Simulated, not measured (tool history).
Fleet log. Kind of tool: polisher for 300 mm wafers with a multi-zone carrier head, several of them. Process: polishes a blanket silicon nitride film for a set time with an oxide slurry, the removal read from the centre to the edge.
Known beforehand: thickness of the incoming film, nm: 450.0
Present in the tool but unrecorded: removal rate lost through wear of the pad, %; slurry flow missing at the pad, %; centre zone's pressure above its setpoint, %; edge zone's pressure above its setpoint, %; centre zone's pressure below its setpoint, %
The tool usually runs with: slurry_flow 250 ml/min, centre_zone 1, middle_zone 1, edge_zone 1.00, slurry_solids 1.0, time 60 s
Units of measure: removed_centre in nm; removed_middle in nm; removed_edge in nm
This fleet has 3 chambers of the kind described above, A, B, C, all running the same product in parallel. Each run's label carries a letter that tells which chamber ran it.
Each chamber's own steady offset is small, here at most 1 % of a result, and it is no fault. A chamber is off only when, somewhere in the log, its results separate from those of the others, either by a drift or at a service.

run,day,slurry_flow,centre_zone,middle_zone,edge_zone,slurry_solids,time,wafers polished on this pad,hours since the slurry nozzle was cleaned,hours since the centre zone pressure was calibrated,hours since the edge zone pressure was calibrated,removed_centre,removed_middle,removed_edge
1B,0.354,250,1,1,1.00,1.0,60,432,318.9,217.1,1131.0,68.853,68.581,70.536
# day 0.367: chamber C: slurry nozzle cleaned
# day 0.554: chamber A: worn pad replaced by a new one
2A,0.688,250,1,1,1.00,1.0,60,20,440.0,345.0,345.3,69.681,68.440,69.602
3C,0.950,250,1,1,1.00,1.0,60,803,14.0,601.4,632.1,68.730,68.178,69.680
4A,1.258,250,1,1,1.00,1.0,60,104,453.7,358.7,359.0,67.215,69.326,68.564
5B,1.425,250,1,1,1.00,1.0,60,590,344.6,242.8,1156.7,69.309,69.072,70.017
6C,1.821,250,1,1,1.00,1.0,60,931,34.9,622.3,653.0,66.628,67.131,69.982
7C,2.050,250,1,1,1.00,1.0,60,965,40.4,627.8,658.5,68.094,68.803,68.547
8A,2.438,250,1,1,1.00,1.0,60,278,482.0,387.0,387.3,68.850,68.653,67.849
# day 2.496: chamber B: worn pad replaced by a new one
9B,2.754,250,1,1,1.00,1.0,60,38,376.5,274.7,1188.6,69.445,67.955,69.851
10A,2.942,250,1,1,1.00,1.0,60,352,494.1,399.1,399.4,68.457,68.721,68.494
# day 3.079: chamber B: edge zone pressure recalibrated
11C,3.238,250,1,1,1.00,1.0,60,1140,68.9,656.3,687.0,68.366,67.650,68.739
12B,3.488,250,1,1,1.00,1.0,60,146,394.1,292.3,9.8,69.200,69.363,68.366
13B,3.862,250,1,1,1.00,1.0,60,201,403.1,301.3,18.8,68.161,68.334,68.777
14C,4.179,250,1,1,0.95,1.0,60,1279,91.5,678.9,709.6,67.743,67.211,67.012
# day 4.283: chamber C: worn pad replaced by a new one
15A,4.471,250,1,1,0.95,1.0,60,577,530.8,435.8,436.1,68.940,68.307,65.208
16C,4.842,250,1,1,0.95,1.0,60,82,107.4,694.8,725.5,69.842,67.987,66.465
17B,5.200,250,1,1,1.00,1.0,60,398,435.2,333.4,50.9,70.023,67.350,70.749
# day 5.229: chamber A: edge zone pressure recalibrated
# day 5.392: chamber A: worn pad replaced by a new one
18A,5.467,250,1,1,1.00,1.0,60,11,554.7,459.7,5.8,68.823,68.745,69.219
19C,5.662,250,1,1,1.00,1.0,60,203,127.1,714.5,745.2,67.222,68.744,67.550
20A,6.008,250,1,1,1.00,1.0,60,90,567.7,472.7,18.8,68.201,68.144,69.379
21B,6.338,250,1,1,1.00,1.0,60,566,462.5,360.7,78.2,66.860,67.591,68.787
22A,6.542,250,1,1,1.00,1.0,60,169,580.5,485.5,31.6,68.449,68.567,69.540
23C,6.746,250,1,1,1.00,1.0,60,363,153.1,740.5,771.2,67.479,68.205,70.135
24B,7.083,250,1,1,1.00,1.0,60,676,480.4,378.6,96.1,69.248,69.391,69.450
25C,7.454,250,1,1,1.00,1.0,60,467,170.1,757.5,788.2,66.726,68.318,67.665
26A,7.721,250,1,1,1.00,1.0,60,343,608.8,513.8,59.9,68.582,69.584,68.205
# day 7.754: chamber B: worn pad replaced by a new one
27B,7.900,250,1,1,1.00,1.0,60,21,500.0,398.2,115.7,68.321,67.861,69.628
28B,8.138,250,1,1,1.00,1.0,60,56,505.7,403.9,121.4,70.460,68.025,69.037
29A,8.367,250,1,1,1.00,1.0,60,438,624.3,529.3,75.4,70.625,68.417,69.212
30C,8.650,205,1,1,1.00,1.1,60,643,198.8,786.2,816.9,66.640,69.952,70.085
# day 8.683: chamber C: edge zone pressure recalibrated
31C,8.950,205,1,1,1.00,1.1,60,688,206.0,793.4,6.5,67.734,68.519,68.932
32B,9.217,205,1,1,1.00,1.1,60,215,531.6,429.8,147.3,68.812,68.824,70.747
33A,9.579,250,1,1,1.00,1.0,60,617,653.4,558.4,104.5,68.134,68.735,68.528
34A,9.833,250,1,1,1.00,1.0,60,654,659.5,564.5,110.6,68.347,68.767,67.695
35B,10.175,250,1,1,1.00,1.0,60,357,554.6,452.8,170.3,70.020,67.943,68.227
36C,10.408,250,1,1,1.00,1.0,60,903,241.0,828.4,41.5,63.183,67.883,68.946
# day 10.667: chamber A: worn pad replaced by a new one
37A,10.667,290,1,1,1.00,0.8,60,0,679.5,584.5,130.6,64.779,61.956,63.020
38C,11.025,290,1,1,1.00,0.8,60,993,255.8,843.2,56.3,57.772,62.208,62.445
39B,11.388,290,1,1,1.00,0.8,60,535,583.7,481.9,199.4,62.584,61.611,62.249
40B,11.738,250,1,1,1.00,1.0,60,587,592.1,490.3,207.8,66.746,69.265,69.655
41A,12.083,250,1,1,1.00,1.0,60,209,713.5,618.5,164.6,68.545,69.715,69.701
42C,12.371,250,1,1,1.00,1.0,60,1192,288.1,875.5,88.6,62.852,67.964,68.359
43A,12.600,250,1,1,1.00,1.0,60,285,725.9,630.9,177.0,68.499,69.369,69.257

Predict what each chamber gives when all 3 of them run the settings below next.
44A,12.883,250,1,1,1.00,1.0,60,,,,,?,?,?
44B,12.883,250,1,1,1.00,1.0,60,,,,,?,?,?
44C,12.883,250,1,1,1.00,1.0,60,,,,,?,?,?

run,removed_centre,removed_middle,removed_edge
44A,69.518,68.983,67.537
44B,67.441,68.736,69.904
44C,61.951,68.385,68.548
